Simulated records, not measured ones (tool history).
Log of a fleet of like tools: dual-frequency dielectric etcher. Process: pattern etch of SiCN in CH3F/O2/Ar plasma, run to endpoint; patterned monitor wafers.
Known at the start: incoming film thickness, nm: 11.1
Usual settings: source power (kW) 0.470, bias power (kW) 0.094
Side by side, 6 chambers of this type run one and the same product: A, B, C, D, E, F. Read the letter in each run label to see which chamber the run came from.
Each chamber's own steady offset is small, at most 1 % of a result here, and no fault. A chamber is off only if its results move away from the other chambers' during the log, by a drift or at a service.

run   hour  source power (kW)  bias power (kW)  endpoint time (s)
       5.6  -- chamber B: wet clean of the chamber
 1D    7.9              0.470            0.094             25.585
 2A   13.1              0.470            0.094             25.332
 3B   17.7              0.470            0.094             25.275
 4C   26.9              0.470            0.094             24.794
 5E   34.0              0.470            0.094             25.446
 6F   40.1              0.470            0.094             25.111
 7A   44.8              0.470            0.094             24.875
 8C   49.6              0.470            0.094             24.886
 9D   56.4              0.380            0.085             28.654
      62.5  -- chamber C: wet clean of the chamber
10E   64.7              0.380            0.085             28.950
      65.1  -- chamber E: wet clean of the chamber
11B   74.4              0.380            0.085             28.234
12F   80.6              0.380            0.085             27.975
13D   85.8              0.380            0.085             28.460
      89.3  -- chamber F: wet clean of the chamber
14F   95.2              0.380            0.085             28.745
15B  105.6              0.470            0.094             25.499
16A  113.1              0.470            0.094             25.152
17C  121.9              0.470            0.094             25.165
18E  128.8              0.560            0.075             25.742
19C  133.7              0.560            0.075             25.653
20B  139.5              0.560            0.075             25.634
21A  145.0              0.560            0.075             25.644
     146.7  -- chamber E: bias power generator calibrated
22D  150.3              0.560            0.075             25.904
23F  157.9              0.560            0.075             25.483
     163.2  -- chamber D: wet clean of the chamber
24E  165.9              0.470            0.094             25.329
25D  172.0              0.470            0.094             24.043
26A  180.6              0.470            0.094             25.080
27E  190.2              0.470            0.094             24.889
     190.9  -- chamber B: bias power generator calibrated
28C  198.7              0.470            0.094             25.144
29B  203.8              0.470            0.094             25.160
30F  212.1              0.470            0.094             25.191
31B  222.3              0.470            0.094             25.120
32C  229.9              0.470            0.094             25.433
33F  238.7              0.510            0.112             23.196
34D  248.6              0.510            0.112             21.674
35E  253.6              0.510            0.112             23.005
36A  261.0              0.510            0.112             22.635
37E  265.6              0.510            0.112             23.164
38A  272.4              0.510            0.112             22.946
39B  277.5              0.470            0.094             25.211
40C  283.2              0.520            0.094             23.852
41D  291.8              0.520            0.094             23.210
42F  297.6              0.520            0.094             24.259

Read the log: is a single chamber off, either drifting away or since a service, is the gauge that measures every chamber drifting, or is nothing wrong beyond small per-chamber offsets? Name any odd chamber and what most likely caused it.

The work done on chamber D during a service left it standing apart from the others.
Most likely cause: etch rate over this chamber's usual, % = 4.97.

Which of the 4 candidates below, each the usual settings with something changed and its results left as question marks, puts chamber D back in line with what the other chambers give on the usual settings?
Counts as in line when no further than this from what the other chambers average on the usual settings: endpoint time (s) 0.670
43D-1  305.1              0.470            0.082                  ?
43D-2  305.1              0.470            0.106                  ?
43D-3  305.1              0.590            0.094                  ?
43D-4  305.1              0.470            0.073                  ?

The mean the other chambers reach with the usual settings: endpoint time (s) 25.194
  run  endpoint time (s)
43D-1             25.231
43D-2             22.923
43D-3             22.037
43D-4             26.312
Change 43D-1 lands the chamber within the allowed miss of the other chambers.
